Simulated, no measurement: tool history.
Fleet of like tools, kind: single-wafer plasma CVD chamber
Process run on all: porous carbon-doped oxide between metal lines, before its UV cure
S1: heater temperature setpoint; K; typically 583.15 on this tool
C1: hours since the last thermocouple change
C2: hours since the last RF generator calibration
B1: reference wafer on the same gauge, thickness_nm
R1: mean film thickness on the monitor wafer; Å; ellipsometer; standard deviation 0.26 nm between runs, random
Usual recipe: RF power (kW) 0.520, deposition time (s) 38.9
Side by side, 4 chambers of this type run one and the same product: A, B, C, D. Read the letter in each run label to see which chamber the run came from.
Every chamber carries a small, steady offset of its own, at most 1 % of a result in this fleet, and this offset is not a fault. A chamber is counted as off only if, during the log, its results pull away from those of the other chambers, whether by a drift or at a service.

Run 1C, hour 8.3: usual settings; C1 328.2; C2 1023.3; B1 218.07. Result: R1 2029.1 Å.
Run 2A, hour 18.7: usual settings; C1 43.3; C2 1438.3; B1 217.97. Result: R1 2041.2 Å.
Run 3D, hour 27.0: usual settings; C1 370.4; C2 1672.8; B1 217.92. Result: R1 2015.7 Å.
Run 4B, hour 33.0: usual settings; C1 85.1; C2 2529.2; B1 217.95. Result: R1 2020.7 Å.
At hour 37.2: chamber B: RF generator calibrated.
Run 5C, hour 40.3: usual settings; C1 360.2; C2 1055.3; B1 217.92. Result: R1 2031.1 Å.
Run 6D, hour 51.0: usual settings but RF power (kW) 0.600, deposition time (s) 42.5; C1 394.4; C2 1696.8; B1 217.88. Result: R1 2414.5 Å.
Run 7B, hour 59.4: usual settings but RF power (kW) 0.600, deposition time (s) 42.5; C1 111.5; C2 22.2; B1 217.80. Result: R1 2421.6 Å.
Run 8A, hour 71.2: usual settings but RF power (kW) 0.600, deposition time (s) 42.5; C1 95.8; C2 1490.8; B1 217.75. Result: R1 2438.6 Å.
Run 9C, hour 82.5: usual settings but RF power (kW) 0.600, deposition time (s) 42.5; C1 402.4; C2 1097.5; B1 217.75. Result: R1 2432.9 Å.
Run 10B, hour 90.2: usual settings; C1 142.3; C2 53.0; B1 217.77. Result: R1 2020.4 Å.
Run 11A, hour 99.2: usual settings; C1 123.8; C2 1518.8; B1 217.70. Result: R1 2038.1 Å.
At hour 107.1: chamber A: RF generator calibrated.
Run 12D, hour 107.5: usual settings but S1 572.15 K; C1 450.9; C2 1753.3; B1 217.75. Result: R1 2143.9 Å.
Run 13A, hour 115.6: usual settings but S1 572.15 K; C1 140.2; C2 8.5; B1 217.68. Result: R1 2167.8 Å.
Run 14D, hour 120.9: usual settings but S1 572.15 K; C1 464.3; C2 1766.7; B1 217.62. Result: R1 2143.4 Å.
Run 15B, hour 128.0: usual settings but S1 572.15 K; C1 180.1; C2 90.8; B1 217.66. Result: R1 2151.3 Å.
Run 16C, hour 139.7: usual settings; C1 459.6; C2 1154.7; B1 217.63. Result: R1 2028.1 Å.
Run 17A, hour 147.7: usual settings; C1 172.3; C2 40.6; B1 217.61. Result: R1 2038.4 Å.
Run 18D, hour 158.2: usual settings; C1 501.6; C2 1804.0; B1 217.54. Result: R1 2013.8 Å.
Run 19C, hour 169.9: usual settings; C1 489.8; C2 1184.9; B1 217.42. Result: R1 2029.2 Å.
Run 20B, hour 177.3: usual settings; C1 229.4; C2 140.1; B1 217.51. Result: R1 2023.8 Å.
Run 21D, hour 183.9: usual settings; C1 527.3; C2 1829.7; B1 217.41. Result: R1 2011.8 Å.
Run 22A, hour 189.8: usual settings; C1 214.4; C2 82.7; B1 217.40. Result: R1 2034.6 Å.
Run 23C, hour 199.5: usual settings; C1 519.4; C2 1214.5; B1 217.38. Result: R1 2025.9 Å.
Run 24B, hour 205.8: usual settings; C1 257.9; C2 168.6; B1 217.39. Result: R1 2016.9 Å.
Run 25C, hour 214.5: usual settings but deposition time (s) 44.0; C1 534.4; C2 1229.5; B1 217.32. Result: R1 2286.1 Å.
Run 26A, hour 224.5: usual settings but deposition time (s) 44.0; C1 249.1; C2 117.4; B1 217.25. Result: R1 2297.3 Å.
Run 27B, hour 234.9: usual settings but deposition time (s) 44.0; C1 287.0; C2 197.7; B1 217.36. Result: R1 2284.1 Å.
Run 28D, hour 244.8: usual settings but deposition time (s) 44.0; C1 588.2; C2 1890.6; B1 217.27. Result: R1 2268.0 Å.
Run 29D, hour 251.6: usual settings; C1 595.0; C2 1897.4; B1 217.20. Result: R1 2013.9 Å.
Run 30B, hour 259.2: usual settings; C1 311.3; C2 222.0; B1 217.22. Result: R1 2018.5 Å.
Run 31A, hour 269.4: usual settings; C1 294.0; C2 162.3; B1 217.20. Result: R1 2035.2 Å.
Run 32C, hour 279.1: usual settings; C1 599.0; C2 1294.1; B1 217.16. Result: R1 2023.1 Å.
Run 33D, hour 291.0: usual settings; C1 634.4; C2 1936.8; B1 217.14. Result: R1 2007.6 Å.
At hour 297.3: chamber D: RF generator calibrated.
Run 34C, hour 298.0: usual settings; C1 617.9; C2 1313.0; B1 217.15. Result: R1 2023.4 Å.
Run 35A, hour 306.0: usual settings but deposition time (s) 33.2; C1 330.6; C2 198.9; B1 217.08. Result: R1 1744.4 Å.
Run 36B, hour 313.3: usual settings but deposition time (s) 33.2; C1 365.4; C2 276.1; B1 217.14. Result: R1 1727.3 Å.
Run 37D, hour 323.1: usual settings but deposition time (s) 33.2; C1 666.5; C2 25.8; B1 217.03. Result: R1 1721.1 Å.
Run 38A, hour 328.9: usual settings but deposition time (s) 33.2; C1 353.5; C2 221.8; B1 216.98. Result: R1 1741.6 Å.
Run 39C, hour 337.0: usual settings; C1 656.9; C2 1352.0; B1 217.00. Result: R1 2021.4 Å.
Run 40B, hour 345.3: usual settings; C1 397.4; C2 308.1; B1 217.05. Result: R1 2015.8 Å.
Run 41A, hour 355.6: usual settings; C1 380.2; C2 248.5; B1 216.95. Result: R1 2027.7 Å.
Run 42B, hour 363.2: usual settings; C1 415.3; C2 326.0; B1 216.89. Result: R1 2013.4 Å.
Run 43D, hour 375.3: usual settings; C1 718.7; C2 78.0; B1 216.89. Result: R1 1999.6 Å.

Is one chamber off against the others, does the gauge drift, or is nothing wrong? If a chamber is off, say which, and what the likeliest cause is.

It is the gauge, not a chamber: its drift shows up in every chamber's results at once, and no chamber is off.
What lies behind it: gauge reads low (%) = 0.525.
